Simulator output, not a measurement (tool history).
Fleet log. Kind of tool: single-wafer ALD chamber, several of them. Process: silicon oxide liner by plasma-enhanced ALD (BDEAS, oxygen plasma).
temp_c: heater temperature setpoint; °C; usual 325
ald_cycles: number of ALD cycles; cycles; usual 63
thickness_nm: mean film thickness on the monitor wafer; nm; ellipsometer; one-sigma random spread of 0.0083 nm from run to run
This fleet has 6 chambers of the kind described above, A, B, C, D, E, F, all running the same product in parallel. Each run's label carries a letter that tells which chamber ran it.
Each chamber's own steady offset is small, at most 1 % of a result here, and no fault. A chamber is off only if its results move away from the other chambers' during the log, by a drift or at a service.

run	day	temp_c	ald_cycles	hours since the last thermocouple change	read-back reference wafer on the same gauge, thickness_nm	thickness_nm
1F	0.104	325	63	469	5.8599	5.6908
2B	0.271	325	63	1705.1	5.8575	5.664
3A	0.4	325	63	1010.9	5.8584	5.7032
4E	0.538	325	63	461.6	5.8555	5.6425
5C	0.683	325	63	3298.6	5.8554	5.7051
6D	0.804	325	63	1785.8	5.8542	5.7032
7F	0.925	325	63	488.7	5.8531	5.6727
8E	1.079	337	58	474.6	5.8545	5.117
9D	1.192	337	58	1795.1	5.8526	5.1476
10B	1.325	337	58	1730.4	5.8517	5.118
11A	1.475	337	58	1036.7	5.8513	5.1387
12C	1.667	337	58	3322.2	5.8491	5.1493
13D	1.883	337	58	1811.7	5.851	5.1527
14B	2.083	325	63	1748.6	5.8506	5.6424
15A	2.262	325	63	1055.6	5.8462	5.6817
16C	2.442	325	63	3340.8	5.8452	5.6995
17E	2.538	325	63	509.6	5.8456	5.634
18F	2.679	325	63	530.8	5.8469	5.6543
19D	2.883	325	63	1835.7	5.8436	5.689
20A	3.104	330	63	1075.8	5.8455	5.6444
21E	3.288	330	63	527.6	5.8415	5.6126
22F	3.425	330	63	548.7	5.8395	5.6146
23B	3.608	330	63	1785.2	5.8394	5.6207
24C	3.746	330	63	3372.1	5.8416	5.6333
25D	3.917	330	63	1860.5	5.839	5.6331
26C	4.104	325	63	3380.7	5.8395	5.7041
# day 4.188: chamber C: thermocouple changed; heater temperature recalibrated
27F	4.279	339	67	569.2	5.8366	5.8778
28A	4.429	339	67	1107.6	5.8363	5.9071
29E	4.588	339	67	558.8	5.8345	5.8649
30B	4.783	339	67	1813.4	5.8353	5.8795
31D	4.888	339	67	1883.8	5.8339	5.9036
32B	5.092	339	67	1820.8	5.8341	5.8673
33F	5.283	325	63	593.3	5.8307	5.6567
34C	5.429	325	63	29.9	5.83	5.6589
35A	5.608	332	63	1135.9	5.8278	5.6092
36E	5.733	332	63	586.3	5.8268	5.5723
37A	5.875	332	63	1142.3	5.8278	5.6005
38F	6.071	332	63	612.2	5.8267	5.591
39D	6.183	332	63	1914.9	5.8257	5.6051
40C	6.288	332	63	50.5	5.8273	5.5826

All chambers now run identical settings, listed one chamber a line with results as question marks. What results will each chamber show?
41A	6.446	325	54			?
41B	6.446	325	54			?
41C	6.446	325	54			?
41D	6.446	325	54			?
41E	6.446	325	54			?
41F	6.446	325	54			?

run	thickness_nm
41A	4.8679
41B	4.8215
41C	4.8486
41D	4.857
41E	4.8254
41F	4.8252
